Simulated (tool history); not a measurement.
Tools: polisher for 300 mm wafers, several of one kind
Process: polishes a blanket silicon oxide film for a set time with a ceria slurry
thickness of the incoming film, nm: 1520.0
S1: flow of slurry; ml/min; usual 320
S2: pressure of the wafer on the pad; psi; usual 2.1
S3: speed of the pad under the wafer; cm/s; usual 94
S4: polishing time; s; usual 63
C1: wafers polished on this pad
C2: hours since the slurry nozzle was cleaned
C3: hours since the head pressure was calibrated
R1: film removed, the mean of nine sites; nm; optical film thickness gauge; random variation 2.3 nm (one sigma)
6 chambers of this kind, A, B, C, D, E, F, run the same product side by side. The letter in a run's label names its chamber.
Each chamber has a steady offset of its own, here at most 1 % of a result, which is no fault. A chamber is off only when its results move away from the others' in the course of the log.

{"hour": 4.0, "done": "chamber E: slurry nozzle cleaned"}
{"run": "1C", "hour": 4.8, "S1": 320, "S2": 2.1, "S3": 94, "S4": 63, "C1": 283, "C2": 227.4, "C3": 745.3, "R1": 212.39}
{"run": "2E", "hour": 7.9, "S1": 320, "S2": 2.1, "S3": 94, "S4": 63, "C1": 876, "C2": 3.9, "C3": 1057.6, "R1": 203.54}
{"run": "3B", "hour": 13.4, "S1": 320, "S2": 2.1, "S3": 94, "S4": 63, "C1": 556, "C2": 170.2, "C3": 606.5, "R1": 207.8}
{"run": "4F", "hour": 19.4, "S1": 320, "S2": 2.1, "S3": 94, "S4": 63, "C1": 276, "C2": 312.2, "C3": 355.2, "R1": 210.67}
{"run": "5A", "hour": 25.6, "S1": 320, "S2": 2.1, "S3": 94, "S4": 63, "C1": 1126, "C2": 218.9, "C3": 1352.9, "R1": 211.41}
{"hour": 27.4, "done": "chamber A: slurry nozzle cleaned"}
{"run": "6D", "hour": 29.8, "S1": 320, "S2": 2.1, "S3": 94, "S4": 63, "C1": 286, "C2": 153.4, "C3": 485.6, "R1": 210.1}
{"run": "7A", "hour": 34.7, "S1": 320, "S2": 2.1, "S3": 94, "S4": 63, "C1": 1186, "C2": 7.4, "C3": 1362.0, "R1": 209.53}
{"run": "8F", "hour": 38.3, "S1": 320, "S2": 2.1, "S3": 94, "S4": 63, "C1": 399, "C2": 331.1, "C3": 374.1, "R1": 211.69}
{"run": "9C", "hour": 41.6, "S1": 320, "S2": 2.1, "S3": 94, "S4": 63, "C1": 523, "C2": 264.2, "C3": 782.1, "R1": 207.6}
{"run": "10B", "hour": 46.5, "S1": 320, "S2": 2.1, "S3": 94, "S4": 63, "C1": 772, "C2": 203.3, "C3": 639.6, "R1": 211.7}
{"run": "11E", "hour": 50.3, "S1": 320, "S2": 2.1, "S3": 94, "S4": 63, "C1": 1153, "C2": 46.3, "C3": 1100.0, "R1": 208.69}
{"run": "12D", "hour": 54.4, "S1": 320, "S2": 2.1, "S3": 94, "S4": 63, "C1": 447, "C2": 178.0, "C3": 510.2, "R1": 210.6}
{"run": "13C", "hour": 57.4, "S1": 365, "S2": 2.1, "S3": 94, "S4": 63, "C1": 626, "C2": 280.0, "C3": 797.9, "R1": 205.71}
{"run": "14B", "hour": 60.9, "S1": 365, "S2": 2.1, "S3": 94, "S4": 63, "C1": 866, "C2": 217.7, "C3": 654.0, "R1": 212.28}
{"hour": 65.9, "done": "chamber A: worn pad replaced by a new one"}
{"run": "15D", "hour": 67.0, "S1": 365, "S2": 2.1, "S3": 94, "S4": 63, "C1": 529, "C2": 190.6, "C3": 522.8, "R1": 211.74}
{"run": "16A", "hour": 72.9, "S1": 365, "S2": 2.1, "S3": 94, "S4": 63, "C1": 46, "C2": 45.6, "C3": 1400.2, "R1": 212.0}
{"hour": 75.5, "done": "chamber E: worn pad replaced by a new one"}
{"run": "17E", "hour": 78.2, "S1": 365, "S2": 2.1, "S3": 94, "S4": 63, "C1": 17, "C2": 74.2, "C3": 1127.9, "R1": 210.96}
{"hour": 80.7, "done": "chamber C: slurry nozzle cleaned"}
{"run": "18F", "hour": 84.7, "S1": 365, "S2": 2.1, "S3": 94, "S4": 63, "C1": 702, "C2": 377.5, "C3": 420.5, "R1": 212.24}
{"run": "19C", "hour": 91.0, "S1": 320, "S2": 2.1, "S3": 94, "S4": 63, "C1": 846, "C2": 10.4, "C3": 831.5, "R1": 207.75}
{"hour": 95.1, "done": "chamber B: worn pad replaced by a new one"}
{"run": "20F", "hour": 95.2, "S1": 320, "S2": 2.1, "S3": 94, "S4": 63, "C1": 771, "C2": 388.0, "C3": 431.0, "R1": 210.75}
{"run": "21E", "hour": 101.5, "S1": 370, "S2": 2.1, "S3": 94, "S4": 63, "C1": 169, "C2": 97.5, "C3": 1151.2, "R1": 209.23}
{"run": "22A", "hour": 107.1, "S1": 370, "S2": 2.1, "S3": 94, "S4": 63, "C1": 269, "C2": 79.8, "C3": 1434.4, "R1": 217.16}
{"run": "23B", "hour": 110.0, "S1": 370, "S2": 2.1, "S3": 94, "S4": 63, "C1": 97, "C2": 266.8, "C3": 703.1, "R1": 210.65}
{"run": "24D", "hour": 115.5, "S1": 370, "S2": 2.1, "S3": 94, "S4": 63, "C1": 846, "C2": 239.1, "C3": 571.3, "R1": 209.6}
{"run": "25E", "hour": 121.4, "S1": 370, "S2": 2.1, "S3": 94, "S4": 63, "C1": 299, "C2": 117.4, "C3": 1171.1, "R1": 214.74}
{"run": "26D", "hour": 126.6, "S1": 370, "S2": 2.1, "S3": 94, "S4": 63, "C1": 918, "C2": 250.2, "C3": 582.4, "R1": 211.8}
{"run": "27A", "hour": 132.9, "S1": 320, "S2": 2.1, "S3": 94, "S4": 63, "C1": 437, "C2": 105.6, "C3": 1460.2, "R1": 210.95}
{"run": "28F", "hour": 137.9, "S1": 320, "S2": 2.1, "S3": 94, "S4": 63, "C1": 1050, "C2": 430.7, "C3": 473.7, "R1": 212.79}
{"hour": 139.4, "done": "chamber F: slurry nozzle cleaned"}
{"run": "29C", "hour": 142.5, "S1": 320, "S2": 2.1, "S3": 94, "S4": 63, "C1": 1182, "C2": 61.9, "C3": 883.0, "R1": 196.82}
{"run": "30B", "hour": 145.6, "S1": 320, "S2": 2.1, "S3": 94, "S4": 63, "C1": 330, "C2": 302.4, "C3": 738.7, "R1": 211.0}
{"run": "31E", "hour": 150.1, "S1": 320, "S2": 2.6, "S3": 106, "S4": 63, "C1": 487, "C2": 146.1, "C3": 1199.8, "R1": 291.06}
{"hour": 151.5, "done": "chamber F: worn pad replaced by a new one"}
{"run": "32D", "hour": 155.4, "S1": 320, "S2": 2.6, "S3": 106, "S4": 63, "C1": 1106, "C2": 279.0, "C3": 611.2, "R1": 290.94}
{"run": "33B", "hour": 161.9, "S1": 320, "S2": 2.6, "S3": 106, "S4": 63, "C1": 436, "C2": 318.7, "C3": 755.0, "R1": 297.94}
{"run": "34C", "hour": 167.3, "S1": 320, "S2": 2.6, "S3": 106, "S4": 63, "C1": 1344, "C2": 86.7, "C3": 907.8, "R1": 266.04}
{"hour": 171.4, "done": "chamber F: head pressure recalibrated"}
{"run": "35F", "hour": 173.5, "S1": 320, "S2": 2.6, "S3": 106, "S4": 63, "C1": 144, "C2": 34.2, "C3": 2.1, "R1": 292.83}
{"run": "36A", "hour": 177.8, "S1": 320, "S2": 2.6, "S3": 106, "S4": 63, "C1": 731, "C2": 150.5, "C3": 1505.1, "R1": 293.75}
{"hour": 183.3, "done": "chamber D: slurry nozzle cleaned"}
{"run": "37B", "hour": 184.0, "S1": 320, "S2": 2.1, "S3": 94, "S4": 63, "C1": 581, "C2": 340.8, "C3": 777.1, "R1": 210.05}
{"hour": 184.3, "done": "chamber D: worn pad replaced by a new one"}
{"run": "38D", "hour": 187.4, "S1": 320, "S2": 2.1, "S3": 94, "S4": 63, "C1": 20, "C2": 4.1, "C3": 643.2, "R1": 213.08}
{"run": "39A", "hour": 191.7, "S1": 320, "S2": 2.1, "S3": 68, "S4": 76, "C1": 821, "C2": 164.4, "C3": 1519.0, "R1": 184.68}
{"run": "40C", "hour": 195.1, "S1": 320, "S2": 2.1, "S3": 68, "S4": 76, "C1": 1526, "C2": 114.5, "C3": 935.6, "R1": 163.49}

Next, every chamber runs the same settings. What will each give?
{"run": "41A", "hour": 199.8, "S1": 320, "S2": 2.4, "S3": 94, "S4": 63, "R1": "?"}
{"run": "41B", "hour": 199.8, "S1": 320, "S2": 2.4, "S3": 94, "S4": 63, "R1": "?"}
{"run": "41C", "hour": 199.8, "S1": 320, "S2": 2.4, "S3": 94, "S4": 63, "R1": "?"}
{"run": "41D", "hour": 199.8, "S1": 320, "S2": 2.4, "S3": 94, "S4": 63, "R1": "?"}
{"run": "41E", "hour": 199.8, "S1": 320, "S2": 2.4, "S3": 94, "S4": 63, "R1": "?"}
{"run": "41F", "hour": 199.8, "S1": 320, "S2": 2.4, "S3": 94, "S4": 63, "R1": "?"}

run=41A R1=239.45
run=41B R1=240.45
run=41C R1=213.24
run=41D R1=241.74
run=41E R1=232.29
run=41F R1=239.53
